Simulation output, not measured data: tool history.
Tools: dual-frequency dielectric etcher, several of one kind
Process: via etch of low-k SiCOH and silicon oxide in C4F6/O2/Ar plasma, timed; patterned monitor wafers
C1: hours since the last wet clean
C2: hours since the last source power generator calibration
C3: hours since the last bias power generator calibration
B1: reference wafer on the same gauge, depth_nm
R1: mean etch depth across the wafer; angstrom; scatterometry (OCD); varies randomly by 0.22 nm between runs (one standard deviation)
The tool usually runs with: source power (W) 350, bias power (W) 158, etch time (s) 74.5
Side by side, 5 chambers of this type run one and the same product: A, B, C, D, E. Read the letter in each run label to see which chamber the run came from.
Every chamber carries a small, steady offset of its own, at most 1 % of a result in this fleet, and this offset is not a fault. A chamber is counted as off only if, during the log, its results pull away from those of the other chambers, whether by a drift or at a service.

Run 1D, day 0.317: usual settings; C1 210.7; C2 658.2; C3 989.6; B1 167.99. Result: R1 1906.6 angstrom.
Run 2C, day 0.525: usual settings; C1 139.6; C2 847.1; C3 602.4; B1 168.07. Result: R1 1915.4 angstrom.
Run 3B, day 0.742: usual settings; C1 254.7; C2 3076.8; C3 1144.3; B1 168.06. Result: R1 1903.9 angstrom.
Run 4A, day 1.075: usual settings; C1 383.1; C2 197.5; C3 3171.4; B1 168.11. Result: R1 1894.5 angstrom.
Run 5E, day 1.267: usual settings; C1 331.9; C2 1923.7; C3 2526.0; B1 168.08. Result: R1 1892.5 angstrom.
Run 6C, day 1.646: usual settings; C1 166.5; C2 874.0; C3 629.3; B1 168.16. Result: R1 1917.1 angstrom.
Run 7E, day 1.912: usual settings; C1 347.4; C2 1939.2; C3 2541.5; B1 168.19. Result: R1 1894.7 angstrom.
Run 8A, day 2.296: usual settings; C1 412.4; C2 226.8; C3 3200.7; B1 168.15. Result: R1 1895.9 angstrom.
Run 9D, day 2.592: usual settings; C1 265.3; C2 712.8; C3 1044.2; B1 168.23. Result: R1 1909.6 angstrom.
Run 10B, day 2.954: usual settings; C1 307.8; C2 3129.9; C3 1197.4; B1 168.22. Result: R1 1908.3 angstrom.
Run 11C, day 3.329: usual settings; C1 206.9; C2 914.4; C3 669.7; B1 168.24. Result: R1 1917.9 angstrom.
Run 12A, day 3.717: usual settings; C1 446.5; C2 260.9; C3 3234.8; B1 168.26. Result: R1 1894.5 angstrom.
At day 3.942: chamber B: wet clean of the chamber.
Run 13E, day 4.100: usual settings but source power (W) 310, etch time (s) 93.5; C1 399.9; C2 1991.7; C3 2594.0; B1 168.34. Result: R1 2267.8 angstrom.
Run 14B, day 4.312: usual settings but source power (W) 310, etch time (s) 93.5; C1 9.0; C2 3162.5; C3 1230.0; B1 168.38. Result: R1 2284.3 angstrom.
Run 15D, day 4.483: usual settings but source power (W) 310, etch time (s) 93.5; C1 310.7; C2 758.2; C3 1089.6; B1 168.39. Result: R1 2294.0 angstrom.
Run 16E, day 4.817: usual settings but source power (W) 310, etch time (s) 93.5; C1 417.1; C2 2008.9; C3 2611.2; B1 168.40. Result: R1 2270.6 angstrom.
At day 4.892: chamber A: wet clean of the chamber.
Run 17C, day 5.204: usual settings but source power (W) 310, etch time (s) 93.5; C1 251.9; C2 959.4; C3 714.7; B1 168.40. Result: R1 2298.0 angstrom.
Run 18B, day 5.388: usual settings; C1 34.8; C2 3188.3; C3 1255.8; B1 168.47. Result: R1 1907.8 angstrom.
Run 19A, day 5.638: usual settings; C1 17.9; C2 307.0; C3 3280.9; B1 168.50. Result: R1 1895.3 angstrom.
Run 20D, day 5.929: usual settings; C1 345.4; C2 792.9; C3 1124.3; B1 168.46. Result: R1 1913.8 angstrom.
Run 21A, day 6.208: usual settings; C1 31.6; C2 320.7; C3 3294.6; B1 168.53. Result: R1 1898.5 angstrom.
Run 22D, day 6.467: usual settings; C1 358.3; C2 805.8; C3 1137.2; B1 168.51. Result: R1 1915.6 angstrom.
Run 23E, day 6.650: usual settings; C1 461.1; C2 2052.9; C3 2655.2; B1 168.55. Result: R1 1896.4 angstrom.
Run 24B, day 6.846: usual settings; C1 69.8; C2 3223.3; C3 1290.8; B1 168.59. Result: R1 1908.4 angstrom.
Run 25C, day 7.062: usual settings; C1 296.5; C2 1004.0; C3 759.3; B1 168.58. Result: R1 1916.9 angstrom.
Run 26C, day 7.342: usual settings; C1 303.2; C2 1010.7; C3 766.0; B1 168.60. Result: R1 1919.9 angstrom.
Run 27B, day 7.525: usual settings; C1 86.1; C2 3239.6; C3 1307.1; B1 168.65. Result: R1 1909.6 angstrom.
At day 7.746: chamber D: wet clean of the chamber.
Run 28A, day 7.833: usual settings; C1 70.6; C2 359.7; C3 3333.6; B1 168.63. Result: R1 1900.8 angstrom.
Run 29E, day 8.183: usual settings; C1 497.9; C2 2089.7; C3 2692.0; B1 168.68. Result: R1 1903.4 angstrom.
Run 30D, day 8.404: usual settings but source power (W) 430; C1 15.9; C2 852.3; C3 1183.7; B1 168.70. Result: R1 2076.4 angstrom.
Run 31C, day 8.721: usual settings but source power (W) 430; C1 336.3; C2 1043.8; C3 799.1; B1 168.71. Result: R1 2077.3 angstrom.
Run 32B, day 9.104: usual settings but source power (W) 430; C1 124.0; C2 3277.5; C3 1345.0; B1 168.76. Result: R1 2074.9 angstrom.

For the next run the whole fleet of 5 chambers uses the same settings. Give each chamber's results:
Run 33A, day 9.392: usual settings but source power (W) 400. Result: R1 ?.
Run 33B, day 9.392: usual settings but source power (W) 400. Result: R1 ?.
Run 33C, day 9.392: usual settings but source power (W) 400. Result: R1 ?.
Run 33D, day 9.392: usual settings but source power (W) 400. Result: R1 ?.
Run 33E, day 9.392: usual settings but source power (W) 400. Result: R1 ?.

run      R1
33A  2002.8
33B  2014.1
33C  2024.5
33D  2018.7
33E  2003.4
